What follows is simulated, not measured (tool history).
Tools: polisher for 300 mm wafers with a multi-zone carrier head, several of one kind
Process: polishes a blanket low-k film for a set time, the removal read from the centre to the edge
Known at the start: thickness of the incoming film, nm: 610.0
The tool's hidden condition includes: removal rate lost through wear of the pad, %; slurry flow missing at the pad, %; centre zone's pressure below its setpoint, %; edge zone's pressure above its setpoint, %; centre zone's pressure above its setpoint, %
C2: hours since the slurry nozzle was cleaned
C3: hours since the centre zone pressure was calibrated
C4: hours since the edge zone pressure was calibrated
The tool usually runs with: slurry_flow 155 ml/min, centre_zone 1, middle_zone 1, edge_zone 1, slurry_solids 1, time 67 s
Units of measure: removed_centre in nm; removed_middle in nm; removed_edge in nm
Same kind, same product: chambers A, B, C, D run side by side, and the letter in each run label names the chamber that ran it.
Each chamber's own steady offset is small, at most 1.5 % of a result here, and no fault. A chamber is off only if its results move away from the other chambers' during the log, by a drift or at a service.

{"hour": 8.0, "done": "chamber B: centre zone pressure recalibrated"}
{"run": "1B", "hour": 9.1, "slurry_flow": 155, "centre_zone": 1, "middle_zone": 1, "edge_zone": 1, "slurry_solids": 1, "time": 67, "wafers polished on this pad": 675, "C2": 116.9, "C3": 1.1, "C4": 568.8, "removed_centre": 26.485, "removed_middle": 26.945, "removed_edge": 26.684}
{"run": "2A", "hour": 18.3, "slurry_flow": 155, "centre_zone": 1, "middle_zone": 1, "edge_zone": 1, "slurry_solids": 1, "time": 67, "wafers polished on this pad": 1168, "C2": 54.6, "C3": 823.5, "C4": 906.7, "removed_centre": 26.794, "removed_middle": 26.354, "removed_edge": 26.844}
{"hour": 21.0, "done": "chamber A: worn pad replaced by a new one"}
{"run": "3D", "hour": 31.4, "slurry_flow": 155, "centre_zone": 1, "middle_zone": 1, "edge_zone": 1, "slurry_solids": 1, "time": 67, "wafers polished on this pad": 817, "C2": 175.6, "C3": 743.8, "C4": 166.4, "removed_centre": 27.303, "removed_middle": 26.781, "removed_edge": 26.454}
{"hour": 39.9, "done": "chamber B: worn pad replaced by a new one"}
{"run": "4C", "hour": 40.8, "slurry_flow": 155, "centre_zone": 1, "middle_zone": 1, "edge_zone": 1, "slurry_solids": 1, "time": 67, "wafers polished on this pad": 685, "C2": 317.9, "C3": 1000.4, "C4": 49.6, "removed_centre": 26.621, "removed_middle": 27.421, "removed_edge": 27.055}
{"hour": 40.9, "done": "chamber C: worn pad replaced by a new one"}
{"hour": 43.2, "done": "chamber D: worn pad replaced by a new one"}
{"run": "5B", "hour": 52.4, "slurry_flow": 155, "centre_zone": 1, "middle_zone": 1, "edge_zone": 1, "slurry_solids": 1.15, "time": 67, "wafers polished on this pad": 154, "C2": 160.2, "C3": 44.4, "C4": 612.1, "removed_centre": 28.876, "removed_middle": 28.417, "removed_edge": 28.233}
{"run": "6D", "hour": 66.2, "slurry_flow": 155, "centre_zone": 1, "middle_zone": 1, "edge_zone": 1, "slurry_solids": 1.15, "time": 67, "wafers polished on this pad": 282, "C2": 210.4, "C3": 778.6, "C4": 201.2, "removed_centre": 29.099, "removed_middle": 28.15, "removed_edge": 28.748}
{"run": "7A", "hour": 75.3, "slurry_flow": 155, "centre_zone": 1, "middle_zone": 1, "edge_zone": 1, "slurry_solids": 1.15, "time": 67, "wafers polished on this pad": 667, "C2": 111.6, "C3": 880.5, "C4": 963.7, "removed_centre": 28.223, "removed_middle": 28.353, "removed_edge": 29.023}
{"run": "8C", "hour": 84.9, "slurry_flow": 155, "centre_zone": 1, "middle_zone": 1, "edge_zone": 1, "slurry_solids": 1.15, "time": 67, "wafers polished on this pad": 541, "C2": 362, "C3": 1044.5, "C4": 93.7, "removed_centre": 28.235, "removed_middle": 28.562, "removed_edge": 28.539}
{"run": "9A", "hour": 98.1, "slurry_flow": 155, "centre_zone": 1, "middle_zone": 1, "edge_zone": 1, "slurry_solids": 1, "time": 67, "wafers polished on this pad": 947, "C2": 134.4, "C3": 903.3, "C4": 986.5, "removed_centre": 27.036, "removed_middle": 27.136, "removed_edge": 27.228}
{"hour": 101.1, "done": "chamber C: worn pad replaced by a new one"}
{"hour": 104.4, "done": "chamber D: worn pad replaced by a new one"}
{"run": "10B", "hour": 105.6, "slurry_flow": 155, "centre_zone": 1, "middle_zone": 1, "edge_zone": 1, "slurry_solids": 1, "time": 67, "wafers polished on this pad": 807, "C2": 213.4, "C3": 97.6, "C4": 665.3, "removed_centre": 26.78, "removed_middle": 26.512, "removed_edge": 26.475}
{"hour": 109.1, "done": "chamber D: slurry nozzle cleaned"}
{"hour": 113.2, "done": "chamber A: centre zone pressure recalibrated"}
{"hour": 114.2, "done": "chamber B: worn pad replaced by a new one"}
{"run": "11D", "hour": 117.4, "slurry_flow": 155, "centre_zone": 1, "middle_zone": 1, "edge_zone": 1, "slurry_solids": 1, "time": 67, "wafers polished on this pad": 160, "C2": 8.4, "C3": 829.8, "C4": 252.4, "removed_centre": 27.387, "removed_middle": 26.908, "removed_edge": 26.835}
{"hour": 118.6, "done": "chamber B: slurry nozzle cleaned"}
{"run": "12C", "hour": 123.3, "slurry_flow": 155, "centre_zone": 1, "middle_zone": 1, "edge_zone": 1, "slurry_solids": 1, "time": 67, "wafers polished on this pad": 273, "C2": 400.4, "C3": 1082.9, "C4": 132.1, "removed_centre": 26.371, "removed_middle": 27.553, "removed_edge": 26.855}
{"hour": 126.8, "done": "chamber A: worn pad replaced by a new one"}
{"run": "13B", "hour": 135.6, "slurry_flow": 155, "centre_zone": 1, "middle_zone": 1, "edge_zone": 1, "slurry_solids": 1, "time": 67, "wafers polished on this pad": 262, "C2": 17.1, "C3": 127.6, "C4": 695.3, "removed_centre": 26.47, "removed_middle": 26.576, "removed_edge": 26.624}
{"hour": 140.1, "done": "chamber C: centre zone pressure recalibrated"}
{"run": "14D", "hour": 144.1, "slurry_flow": 155, "centre_zone": 1, "middle_zone": 1, "edge_zone": 1, "slurry_solids": 1, "time": 67, "wafers polished on this pad": 488, "C2": 35.1, "C3": 856.5, "C4": 279.1, "removed_centre": 27.435, "removed_middle": 26.624, "removed_edge": 26.914}
{"run": "15A", "hour": 156.3, "slurry_flow": 155, "centre_zone": 1, "middle_zone": 1, "edge_zone": 1, "slurry_solids": 1, "time": 67, "wafers polished on this pad": 363, "C2": 192.6, "C3": 43.2, "C4": 1044.7, "removed_centre": 26.726, "removed_middle": 27.145, "removed_edge": 26.899}
{"hour": 160.7, "done": "chamber C: worn pad replaced by a new one"}
{"run": "16C", "hour": 163.8, "slurry_flow": 155, "centre_zone": 1, "middle_zone": 1, "edge_zone": 1, "slurry_solids": 1, "time": 67, "wafers polished on this pad": 38, "C2": 440.9, "C3": 23.8, "C4": 172.6, "removed_centre": 24.158, "removed_middle": 26.616, "removed_edge": 26.9}
{"run": "17C", "hour": 171.0, "slurry_flow": 155, "centre_zone": 1, "middle_zone": 1, "edge_zone": 1, "slurry_solids": 1, "time": 67, "wafers polished on this pad": 127, "C2": 448.1, "C3": 31, "C4": 179.8, "removed_centre": 24.282, "removed_middle": 26.457, "removed_edge": 26.98}
{"hour": 171.3, "done": "chamber D: worn pad replaced by a new one"}
{"run": "18B", "hour": 179.2, "slurry_flow": 155, "centre_zone": 1, "middle_zone": 1, "edge_zone": 1, "slurry_solids": 1, "time": 67, "wafers polished on this pad": 798, "C2": 60.7, "C3": 171.2, "C4": 738.9, "removed_centre": 26.982, "removed_middle": 26.795, "removed_edge": 26.425}
{"run": "19D", "hour": 187.5, "slurry_flow": 155, "centre_zone": 1, "middle_zone": 1, "edge_zone": 1, "slurry_solids": 1, "time": 67, "wafers polished on this pad": 199, "C2": 78.5, "C3": 899.9, "C4": 322.5, "removed_centre": 26.966, "removed_middle": 27.015, "removed_edge": 27.471}
{"run": "20A", "hour": 193.9, "slurry_flow": 155, "centre_zone": 1, "middle_zone": 1, "edge_zone": 1, "slurry_solids": 1, "time": 67, "wafers polished on this pad": 825, "C2": 230.2, "C3": 80.8, "C4": 1082.3, "removed_centre": 27.176, "removed_middle": 26.62, "removed_edge": 27.032}
{"hour": 194.6, "done": "chamber B: worn pad replaced by a new one"}
{"run": "21D", "hour": 204.5, "slurry_flow": 155, "centre_zone": 1, "middle_zone": 1, "edge_zone": 1, "slurry_solids": 1, "time": 67, "wafers polished on this pad": 408, "C2": 95.5, "C3": 916.9, "C4": 339.5, "removed_centre": 26.678, "removed_middle": 26.908, "removed_edge": 26.924}
{"run": "22C", "hour": 212.5, "slurry_flow": 155, "centre_zone": 1, "middle_zone": 1, "edge_zone": 1, "slurry_solids": 1, "time": 67, "wafers polished on this pad": 637, "C2": 489.6, "C3": 72.5, "C4": 221.3, "removed_centre": 23.86, "removed_middle": 26.649, "removed_edge": 26.924}
{"hour": 216.7, "done": "chamber C: worn pad replaced by a new one"}
{"run": "23A", "hour": 220.9, "slurry_flow": 155, "centre_zone": 1, "middle_zone": 1, "edge_zone": 1, "slurry_solids": 1, "time": 67, "wafers polished on this pad": 1157, "C2": 257.2, "C3": 107.8, "C4": 1109.3, "removed_centre": 26.883, "removed_middle": 26.958, "removed_edge": 27.067}
{"run": "24B", "hour": 227.6, "slurry_flow": 155, "centre_zone": 1, "middle_zone": 1, "edge_zone": 1, "slurry_solids": 1, "time": 67, "wafers polished on this pad": 406, "C2": 109.1, "C3": 219.6, "C4": 787.3, "removed_centre": 27.128, "removed_middle": 26.123, "removed_edge": 26.523}
{"hour": 234.2, "done": "chamber A: worn pad replaced by a new one"}
{"hour": 235.5, "done": "chamber D: worn pad replaced by a new one"}
{"run": "25A", "hour": 236.6, "slurry_flow": 155, "centre_zone": 1, "middle_zone": 1, "edge_zone": 1, "slurry_solids": 1, "time": 67, "wafers polished on this pad": 30, "C2": 272.9, "C3": 123.5, "C4": 1125, "removed_centre": 26.544, "removed_middle": 27.181, "removed_edge": 27.007}
{"run": "26B", "hour": 243.9, "slurry_flow": 155, "centre_zone": 1, "middle_zone": 1, "edge_zone": 1, "slurry_solids": 1, "time": 67, "wafers polished on this pad": 606, "C2": 125.4, "C3": 235.9, "C4": 803.6, "removed_centre": 26.827, "removed_middle": 26.682, "removed_edge": 26.84}
{"run": "27D", "hour": 256.5, "slurry_flow": 120, "centre_zone": 1.05, "middle_zone": 1, "edge_zone": 1, "slurry_solids": 1, "time": 67, "wafers polished on this pad": 258, "C2": 147.5, "C3": 968.9, "C4": 391.5, "removed_centre": 26.917, "removed_middle": 25.459, "removed_edge": 26.428}
{"run": "28C", "hour": 268.3, "slurry_flow": 120, "centre_zone": 1.05, "middle_zone": 1, "edge_zone": 1, "slurry_solids": 1, "time": 67, "wafers polished on this pad": 634, "C2": 545.4, "C3": 128.3, "C4": 277.1, "removed_centre": 24.26, "removed_middle": 25.525, "removed_edge": 25.71}
{"run": "29A", "hour": 275.1, "slurry_flow": 120, "centre_zone": 1.05, "middle_zone": 1, "edge_zone": 1, "slurry_solids": 1, "time": 67, "wafers polished on this pad": 503, "C2": 311.4, "C3": 162, "C4": 1163.5, "removed_centre": 26.511, "removed_middle": 25.069, "removed_edge": 26.185}

One chamber off, gauge drift, or nothing amiss beyond the chambers' own small offsets? If it is a chamber, which one, and what is the likeliest cause?

Chamber C came out of a service off from its peers and stayed that way.
Likeliest cause: centre zone's pressure below its setpoint, % = 7.97.

Below are 4 candidate recipes for chamber C's next run, each the usual settings with a change, their results shown as question marks. Which of them brings C's results back in line with what the other chambers give on the usual settings?
Allowed miss from the other chambers' usual-settings mean, per result, to count as in line: removed_centre 0.91 nm; removed_middle 1.2 nm; removed_edge 0.86 nm
{"run": "30C-1", "hour": 284.9, "slurry_flow": 165, "centre_zone": 1.13, "middle_zone": 0.96, "edge_zone": 0.96, "slurry_solids": 1, "time": 68, "removed_centre": "?", "removed_middle": "?", "removed_edge": "?"}
{"run": "30C-2", "hour": 284.9, "slurry_flow": 150, "centre_zone": 0.92, "middle_zone": 1.02, "edge_zone": 1.02, "slurry_solids": 1, "time": 66, "removed_centre": "?", "removed_middle": "?", "removed_edge": "?"}
{"run": "30C-3", "hour": 284.9, "slurry_flow": 145, "centre_zone": 0.87, "middle_zone": 1.04, "edge_zone": 1.04, "slurry_solids": 1, "time": 66, "removed_centre": "?", "removed_middle": "?", "removed_edge": "?"}
{"run": "30C-4", "hour": 284.9, "slurry_flow": 160, "centre_zone": 1.08, "middle_zone": 0.98, "edge_zone": 0.98, "slurry_solids": 1, "time": 68, "removed_centre": "?", "removed_middle": "?", "removed_edge": "?"}

What the other chambers average on the usual settings: removed_centre 26.925 nm; removed_middle 26.655 nm; removed_edge 26.815 nm
run=30C-1 removed_centre=28.527 removed_middle=26.46 removed_edge=26.738
run=30C-2 removed_centre=21.575 removed_middle=26.686 removed_edge=26.424
run=30C-3 removed_centre=20.097 removed_middle=26.988 removed_edge=26.563
run=30C-4 removed_centre=26.967 removed_middle=26.817 removed_edge=26.91
Change 30C-4 lands the chamber within the allowed miss of the other chambers.
